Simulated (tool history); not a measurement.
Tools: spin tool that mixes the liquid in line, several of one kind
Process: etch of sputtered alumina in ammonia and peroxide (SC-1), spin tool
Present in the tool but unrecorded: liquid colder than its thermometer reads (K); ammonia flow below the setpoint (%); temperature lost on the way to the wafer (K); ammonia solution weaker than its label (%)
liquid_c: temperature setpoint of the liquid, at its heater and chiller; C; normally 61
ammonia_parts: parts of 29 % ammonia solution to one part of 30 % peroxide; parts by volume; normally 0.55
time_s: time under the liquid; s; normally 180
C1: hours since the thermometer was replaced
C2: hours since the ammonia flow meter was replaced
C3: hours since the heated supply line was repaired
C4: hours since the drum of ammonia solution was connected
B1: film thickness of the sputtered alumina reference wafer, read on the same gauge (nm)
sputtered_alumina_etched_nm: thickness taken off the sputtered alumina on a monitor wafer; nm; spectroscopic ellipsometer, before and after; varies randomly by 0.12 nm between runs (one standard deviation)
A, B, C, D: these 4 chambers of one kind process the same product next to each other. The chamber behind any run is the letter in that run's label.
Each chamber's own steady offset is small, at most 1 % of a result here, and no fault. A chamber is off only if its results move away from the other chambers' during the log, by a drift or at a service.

-- hour=7.2 chamber B: ammonia flow meter replaced
run 1B hour=10.1 | liquid_c=61 ammonia_parts=0.55 time_s=180 | C1=428.8 C2=3 C3=1278.4 C4=585.8 | B1=39.975 | sputtered_alumina_etched_nm=15.299
run 2D hour=17.1 | liquid_c=61 ammonia_parts=0.55 time_s=180 | C1=116.9 C2=1091.9 C3=2899.6 C4=85.7 | B1=39.99 | sputtered_alumina_etched_nm=15.138
run 3A hour=24.9 | liquid_c=61 ammonia_parts=0.55 time_s=180 | C1=996 C2=307.8 C3=2203.4 C4=258.4 | B1=39.995 | sputtered_alumina_etched_nm=15.038
run 4C hour=36.2 | liquid_c=61 ammonia_parts=0.55 time_s=180 | C1=848.4 C2=50.4 C3=1544.6 C4=478.4 | B1=40.006 | sputtered_alumina_etched_nm=15.393
-- hour=39.9 chamber C: new drum of ammonia solution connected
-- hour=41.8 chamber B: new drum of ammonia solution connected
run 5A hour=51.4 | liquid_c=61 ammonia_parts=0.55 time_s=180 | C1=1022.5 C2=334.3 C3=2229.9 C4=284.9 | B1=39.998 | sputtered_alumina_etched_nm=15.139
run 6D hour=64.1 | liquid_c=61 ammonia_parts=0.8 time_s=180 | C1=163.9 C2=1138.9 C3=2946.6 C4=132.7 | B1=40.026 | sputtered_alumina_etched_nm=15.884
run 7C hour=71.4 | liquid_c=61 ammonia_parts=0.8 time_s=180 | C1=883.6 C2=85.6 C3=1579.8 C4=31.5 | B1=40.024 | sputtered_alumina_etched_nm=15.854
run 8B hour=86.2 | liquid_c=61 ammonia_parts=0.8 time_s=180 | C1=504.9 C2=79.1 C3=1354.5 C4=44.5 | B1=39.987 | sputtered_alumina_etched_nm=15.676
run 9D hour=95.9 | liquid_c=61 ammonia_parts=0.8 time_s=180 | C1=195.7 C2=1170.7 C3=2978.4 C4=164.5 | B1=39.973 | sputtered_alumina_etched_nm=15.858
-- hour=100 chamber A: thermometer replaced
run 10C hour=108.3 | liquid_c=61 ammonia_parts=0.55 time_s=180 | C1=920.5 C2=122.5 C3=1616.7 C4=68.4 | B1=40.024 | sputtered_alumina_etched_nm=15.553
run 11A hour=116.8 | liquid_c=61 ammonia_parts=0.55 time_s=180 | C1=16.8 C2=399.7 C3=2295.3 C4=350.3 | B1=40.023 | sputtered_alumina_etched_nm=15.084
run 12B hour=131.8 | liquid_c=61 ammonia_parts=0.55 time_s=180 | C1=550.5 C2=124.7 C3=1400.1 C4=90.1 | B1=39.996 | sputtered_alumina_etched_nm=15.196
run 13A hour=145.3 | liquid_c=61 ammonia_parts=0.55 time_s=180 | C1=45.3 C2=428.2 C3=2323.8 C4=378.8 | B1=39.995 | sputtered_alumina_etched_nm=15.177
run 14B hour=160.4 | liquid_c=61 ammonia_parts=0.55 time_s=180 | C1=579.1 C2=153.3 C3=1428.7 C4=118.7 | B1=39.964 | sputtered_alumina_etched_nm=14.941
run 15C hour=174.5 | liquid_c=61 ammonia_parts=0.55 time_s=180 | C1=986.7 C2=188.7 C3=1682.9 C4=134.6 | B1=40.027 | sputtered_alumina_etched_nm=15.395
run 16D hour=184.7 | liquid_c=66.5 ammonia_parts=0.55 time_s=255 | C1=284.5 C2=1259.5 C3=3067.2 C4=253.3 | B1=40.031 | sputtered_alumina_etched_nm=28.412
run 17B hour=193.4 | liquid_c=66.5 ammonia_parts=0.55 time_s=255 | C1=612.1 C2=186.3 C3=1461.7 C4=151.7 | B1=39.979 | sputtered_alumina_etched_nm=27.396
run 18C hour=204.7 | liquid_c=66.5 ammonia_parts=0.55 time_s=255 | C1=1016.9 C2=218.9 C3=1713.1 C4=164.8 | B1=39.994 | sputtered_alumina_etched_nm=28.481
run 19D hour=218.2 | liquid_c=66.5 ammonia_parts=0.55 time_s=255 | C1=318 C2=1293 C3=3100.7 C4=286.8 | B1=39.979 | sputtered_alumina_etched_nm=28.253
run 20A hour=230.5 | liquid_c=61 ammonia_parts=0.55 time_s=180 | C1=130.5 C2=513.4 C3=2409 C4=464 | B1=39.999 | sputtered_alumina_etched_nm=15.077
run 21A hour=238.9 | liquid_c=61 ammonia_parts=0.55 time_s=180 | C1=138.9 C2=521.8 C3=2417.4 C4=472.4 | B1=39.998 | sputtered_alumina_etched_nm=15.129
run 22B hour=252.6 | liquid_c=61 ammonia_parts=0.55 time_s=180 | C1=671.3 C2=245.5 C3=1520.9 C4=210.9 | B1=40.008 | sputtered_alumina_etched_nm=14.683
run 23D hour=261.1 | liquid_c=57 ammonia_parts=0.55 time_s=180 | C1=360.9 C2=1335.9 C3=3143.6 C4=329.7 | B1=40.008 | sputtered_alumina_etched_nm=12.309
run 24C hour=269.8 | liquid_c=57 ammonia_parts=0.55 time_s=180 | C1=1082 C2=284 C3=1778.2 C4=229.9 | B1=39.994 | sputtered_alumina_etched_nm=12.444
run 25A hour=284.7 | liquid_c=57 ammonia_parts=0.55 time_s=180 | C1=184.7 C2=567.6 C3=2463.2 C4=518.2 | B1=39.979 | sputtered_alumina_etched_nm=12.237
-- hour=289 chamber D: new drum of ammonia solution connected
run 26C hour=293.9 | liquid_c=57 ammonia_parts=0.55 time_s=180 | C1=1106.1 C2=308.1 C3=1802.3 C4=254 | B1=39.992 | sputtered_alumina_etched_nm=12.514
run 27B hour=309.1 | liquid_c=61 ammonia_parts=0.55 time_s=180 | C1=727.8 C2=302 C3=1577.4 C4=267.4 | B1=40.004 | sputtered_alumina_etched_nm=14.477
run 28D hour=319 | liquid_c=61 ammonia_parts=0.55 time_s=180 | C1=418.8 C2=1393.8 C3=3201.5 C4=30 | B1=40.037 | sputtered_alumina_etched_nm=15.08
-- hour=319.7 chamber D: heated supply line repaired
-- hour=327.3 chamber B: heated supply line repaired
run 29C hour=334.3 | liquid_c=61 ammonia_parts=0.55 time_s=180 | C1=1146.5 C2=348.5 C3=1842.7 C4=294.4 | B1=39.963 | sputtered_alumina_etched_nm=15.58
-- hour=340.9 chamber D: ammonia flow meter replaced
run 30D hour=342.4 | liquid_c=61 ammonia_parts=0.55 time_s=180 | C1=442.2 C2=1.5 C3=22.7 C4=53.4 | B1=39.992 | sputtered_alumina_etched_nm=15.424
run 31B hour=358 | liquid_c=61 ammonia_parts=0.55 time_s=180 | C1=776.7 C2=350.9 C3=30.7 C4=316.3 | B1=39.973 | sputtered_alumina_etched_nm=14.251
run 32A hour=365 | liquid_c=61 ammonia_parts=0.55 time_s=285 | C1=265 C2=647.9 C3=2543.5 C4=598.5 | B1=39.987 | sputtered_alumina_etched_nm=23.723
run 33A hour=381 | liquid_c=61 ammonia_parts=0.55 time_s=285 | C1=281 C2=663.9 C3=2559.5 C4=614.5 | B1=39.991 | sputtered_alumina_etched_nm=24.091
run 34B hour=394.2 | liquid_c=61 ammonia_parts=0.55 time_s=285 | C1=812.9 C2=387.1 C3=66.9 C4=352.5 | B1=40.032 | sputtered_alumina_etched_nm=22.438
run 35C hour=406.8 | liquid_c=61 ammonia_parts=0.55 time_s=285 | C1=1219 C2=421 C3=1915.2 C4=366.9 | B1=40.021 | sputtered_alumina_etched_nm=24.301
run 36D hour=419.6 | liquid_c=61 ammonia_parts=0.55 time_s=180 | C1=519.4 C2=78.7 C3=99.9 C4=130.6 | B1=39.991 | sputtered_alumina_etched_nm=15.493
run 37A hour=428.5 | liquid_c=61 ammonia_parts=0.55 time_s=180 | C1=328.5 C2=711.4 C3=2607 C4=662 | B1=39.975 | sputtered_alumina_etched_nm=14.943
run 38C hour=439.4 | liquid_c=61 ammonia_parts=0.75 time_s=180 | C1=1251.6 C2=453.6 C3=1947.8 C4=399.5 | B1=39.994 | sputtered_alumina_etched_nm=15.866
run 39B hour=450.9 | liquid_c=61 ammonia_parts=0.75 time_s=180 | C1=869.6 C2=443.8 C3=123.6 C4=409.2 | B1=39.986 | sputtered_alumina_etched_nm=14.577
run 40D hour=461.9 | liquid_c=61 ammonia_parts=0.75 time_s=180 | C1=561.7 C2=121 C3=142.2 C4=172.9 | B1=39.976 | sputtered_alumina_etched_nm=15.866
run 41A hour=474 | liquid_c=61 ammonia_parts=0.75 time_s=180 | C1=374 C2=756.9 C3=2652.5 C4=707.5 | B1=39.967 | sputtered_alumina_etched_nm=15.573

One chamber off, gauge drift, or nothing amiss beyond the chambers' own small offsets? If it is a chamber, which one, and what is the likeliest cause?

One chamber, B, drifts off from the rest bit by bit.
What lies behind it: liquid colder than its thermometer reads (K) = 1.79.

Here are 4 candidates for chamber B's next run, each the usual settings with a change, their results left as question marks. Which one brings its results back in line with what the others give on the usual settings?
In-line tolerance around the mean of the other chambers on the usual settings: sputtered_alumina_etched_nm 0.4 nm
run 42B-1 hour=485.6 | liquid_c=57.5 ammonia_parts=0.55 time_s=180 | sputtered_alumina_etched_nm=?
run 42B-2 hour=485.6 | liquid_c=63 ammonia_parts=0.55 time_s=180 | sputtered_alumina_etched_nm=?
run 42B-3 hour=485.6 | liquid_c=62.5 ammonia_parts=0.55 time_s=200 | sputtered_alumina_etched_nm=?
run 42B-4 hour=485.6 | liquid_c=61 ammonia_parts=0.2 time_s=180 | sputtered_alumina_etched_nm=?

What the other chambers average on the usual settings: sputtered_alumina_etched_nm 15.304 nm
run=42B-1 sputtered_alumina_etched_nm=11.64
run=42B-2 sputtered_alumina_etched_nm=15.419
run=42B-3 sputtered_alumina_etched_nm=16.709
run=42B-4 sputtered_alumina_etched_nm=12.696
42B-2 puts the chamber back in line with the other chambers.
